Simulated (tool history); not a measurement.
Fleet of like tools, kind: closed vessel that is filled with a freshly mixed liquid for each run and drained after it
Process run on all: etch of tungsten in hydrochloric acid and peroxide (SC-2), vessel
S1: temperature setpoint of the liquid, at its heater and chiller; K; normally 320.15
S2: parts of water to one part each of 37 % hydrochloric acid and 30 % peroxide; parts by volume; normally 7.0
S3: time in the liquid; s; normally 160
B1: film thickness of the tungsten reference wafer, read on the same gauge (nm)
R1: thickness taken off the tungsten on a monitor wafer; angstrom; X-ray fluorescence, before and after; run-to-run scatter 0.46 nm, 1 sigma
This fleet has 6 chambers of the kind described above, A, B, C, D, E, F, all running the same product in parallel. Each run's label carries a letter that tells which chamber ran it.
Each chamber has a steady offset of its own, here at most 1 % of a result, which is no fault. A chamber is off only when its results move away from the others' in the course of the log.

run   hour      S1   S2   S3      B1      R1
       7.5  -- chamber F: thermometer replaced
 1B    7.6  320.15  7.0  160  80.006  524.75
 2E   12.7  320.15  7.0  160  79.982  519.50
 3A   22.8  320.15  7.0  160  80.017  525.96
 4F   32.0  320.15  7.0  160  80.004  507.22
 5D   37.2  320.15  7.0  160  80.031  523.68
      39.4  -- chamber B: new drum of peroxide connected
 6C   45.9  320.15  7.0  160  80.018  508.96
 7C   53.3  320.15  7.0  160  80.011  512.27
 8E   58.3  320.15  7.0  130  79.970  417.85
      65.0  -- chamber D: chemicals flow meter replaced
 9D   67.2  320.15  7.0  130  80.006  426.81
10A   75.3  320.15  7.0  130  80.015  419.88
11F   80.7  320.15  7.0  130  80.007  422.86
12B   87.2  320.15  7.0  130  80.024  417.29
13E   94.4  320.15  7.0  130  80.009  425.66
14B  102.9  320.15  7.0  160  80.014  522.38
     105.4  -- chamber F: new drum of peroxide connected
     108.1  -- chamber F: chemicals flow meter replaced
15C  111.2  320.15  7.0  160  79.991  522.27
16D  119.4  320.15  7.0  125  79.969  411.67
17A  123.8  320.15  7.0  125  80.026  407.89
18F  133.8  320.15  7.0  125  80.012  404.91
19F  139.1  320.15  7.0  125  79.974  405.73
20E  144.7  320.15  7.0  125  80.018  402.85
21B  153.3  320.15  7.0  125  79.992  407.71
22C  160.5  320.15  7.0  160  80.029  514.12
23D  166.5  320.15  7.0  160  79.977  523.19
     175.0  -- chamber C: chemicals flow meter replaced
24A  176.5  320.15  7.0  160  79.984  520.50
25E  184.1  320.15  7.0  250  79.999  807.70
26F  190.2  320.15  7.0  250  79.992  805.14
27C  196.9  320.15  7.0  250  79.998  818.56
28D  202.8  320.15  7.0  250  79.998  814.96
29A  207.2  320.15  7.0  250  80.033  826.22
30B  215.5  320.15  7.0  250  80.022  802.70
31B  221.7  320.15  7.0  160  79.979  518.83
32D  231.0  320.15  7.0  160  80.029  534.61
33F  239.1  320.15  7.0  160  80.008  517.90
34E  245.9  320.15  7.0  160  79.988  508.71
35C  256.0  320.15  7.0  160  80.008  504.48
36A  264.9  320.15  7.0  160  79.997  513.77
37B  271.7  320.15  9.5  160  79.987  400.99
38F  276.4  320.15  9.5  160  80.013  413.71
39E  284.5  320.15  9.5  160  80.009  390.17
40C  290.3  320.15  9.5  160  79.993  401.60
41A  298.9  320.15  9.5  160  79.987  408.46

All chambers now run identical settings, listed one chamber a line with results as question marks. What results will each chamber show?
42A  306.1  316.65  7.0  160       ?
42B  306.1  316.65  7.0  160       ?
42C  306.1  316.65  7.0  160       ?
42D  306.1  316.65  7.0  160       ?
42E  306.1  316.65  7.0  160       ?
42F  306.1  316.65  7.0  160       ?

run      R1
42A  412.70
42B  406.16
42C  409.09
42D  420.76
42E  385.58
42F  407.20

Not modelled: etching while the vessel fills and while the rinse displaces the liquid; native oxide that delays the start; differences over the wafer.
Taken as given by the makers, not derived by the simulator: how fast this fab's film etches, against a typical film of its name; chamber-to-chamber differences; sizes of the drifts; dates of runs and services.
